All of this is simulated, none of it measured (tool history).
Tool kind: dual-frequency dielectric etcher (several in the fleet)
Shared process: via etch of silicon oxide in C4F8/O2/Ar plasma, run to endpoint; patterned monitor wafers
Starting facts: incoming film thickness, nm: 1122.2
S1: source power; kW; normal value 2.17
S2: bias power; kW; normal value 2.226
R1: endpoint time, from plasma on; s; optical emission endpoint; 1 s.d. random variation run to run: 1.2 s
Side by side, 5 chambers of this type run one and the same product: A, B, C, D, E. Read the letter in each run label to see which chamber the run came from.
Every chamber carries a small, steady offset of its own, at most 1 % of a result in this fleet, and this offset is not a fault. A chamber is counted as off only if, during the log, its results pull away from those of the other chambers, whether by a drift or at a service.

run 1D day=0.246 | S1=2.17 S2=2.226 | R1=208.54
run 2A day=0.508 | S1=2.17 S2=2.226 | R1=209.55
run 3B day=0.817 | S1=2.17 S2=2.226 | R1=209.35
run 4C day=0.992 | S1=2.17 S2=2.226 | R1=207.04
run 5E day=1.321 | S1=2.17 S2=2.226 | R1=207.33
run 6D day=1.617 | S1=2.17 S2=2.226 | R1=209.43
run 7A day=1.871 | S1=2.17 S2=2.226 | R1=209.88
run 8E day=2.2 | S1=1.91 S2=2.226 | R1=217.57
run 9B day=2.371 | S1=1.91 S2=2.226 | R1=219.56
run 10C day=2.679 | S1=1.91 S2=2.226 | R1=221.56
run 11C day=2.954 | S1=1.91 S2=2.226 | R1=218.86
run 12B day=3.25 | S1=1.91 S2=2.226 | R1=219.65
run 13D day=3.533 | S1=2.41 S2=2.226 | R1=201.15
run 14E day=3.821 | S1=2.41 S2=2.226 | R1=197.9
run 15A day=3.996 | S1=2.41 S2=2.226 | R1=201.14
run 16B day=4.329 | S1=2.41 S2=2.226 | R1=202.49
run 17D day=4.492 | S1=2.41 S2=2.226 | R1=203.27
run 18C day=4.742 | S1=2.17 S2=2.226 | R1=207.77
run 19A day=4.933 | S1=1.66 S2=2.226 | R1=230.66
run 20E day=5.15 | S1=1.66 S2=2.226 | R1=228.33
run 21D day=5.467 | S1=1.66 S2=2.226 | R1=238.93
run 22C day=5.654 | S1=1.66 S2=2.226 | R1=232.14
run 23B day=5.846 | S1=1.66 S2=2.226 | R1=230.56
run 24A day=6.096 | S1=2.17 S2=2.226 | R1=209.32
run 25E day=6.267 | S1=2.17 S2=2.226 | R1=206.25
run 26A day=6.508 | S1=2.17 S2=2.023 | R1=215.1
run 27C day=6.671 | S1=2.17 S2=2.023 | R1=212.03
run 28E day=6.975 | S1=2.17 S2=2.023 | R1=213.12
-- day=7.012 chamber B: wet clean of the chamber
run 29D day=7.146 | S1=2.17 S2=2.023 | R1=221.26
run 30B day=7.329 | S1=2.17 S2=2.023 | R1=213.75
run 31D day=7.625 | S1=2.17 S2=2.226 | R1=216.81

Read the log: is a single chamber off, either drifting away or since a service, is the gauge that measures every chamber drifting, or is nothing wrong beyond small per-chamber offsets? Name any odd chamber and what most likely caused it.

Chamber D drifts away from the others.
Cause: etch rate under this chamber's usual, % = 3.53.

Chamber D could run next with any of the 4 candidate recipes listed below; each alters the usual settings, and their results appear as question marks. Which one brings its results back in line with what the other chambers deliver on the usual settings?
Maximum distance from the other chambers' mean on the usual settings for a result to count as in line: R1 4.1 s
run 32D-1 day=7.867 | S1=1.91 S2=2.032 | R1=?
run 32D-2 day=7.867 | S1=2.57 S2=2.226 | R1=?
run 32D-3 day=7.867 | S1=2.04 S2=2.13 | R1=?
run 32D-4 day=7.867 | S1=2.17 S2=2.506 | R1=?

The mean the other chambers reach with the usual settings: R1 208.26 s
run=32D-1 R1=232.64
run=32D-2 R1=201.14
run=32D-3 R1=223.52
run=32D-4 R1=207.95
With 32D-4, the chamber falls back in line with the rest.
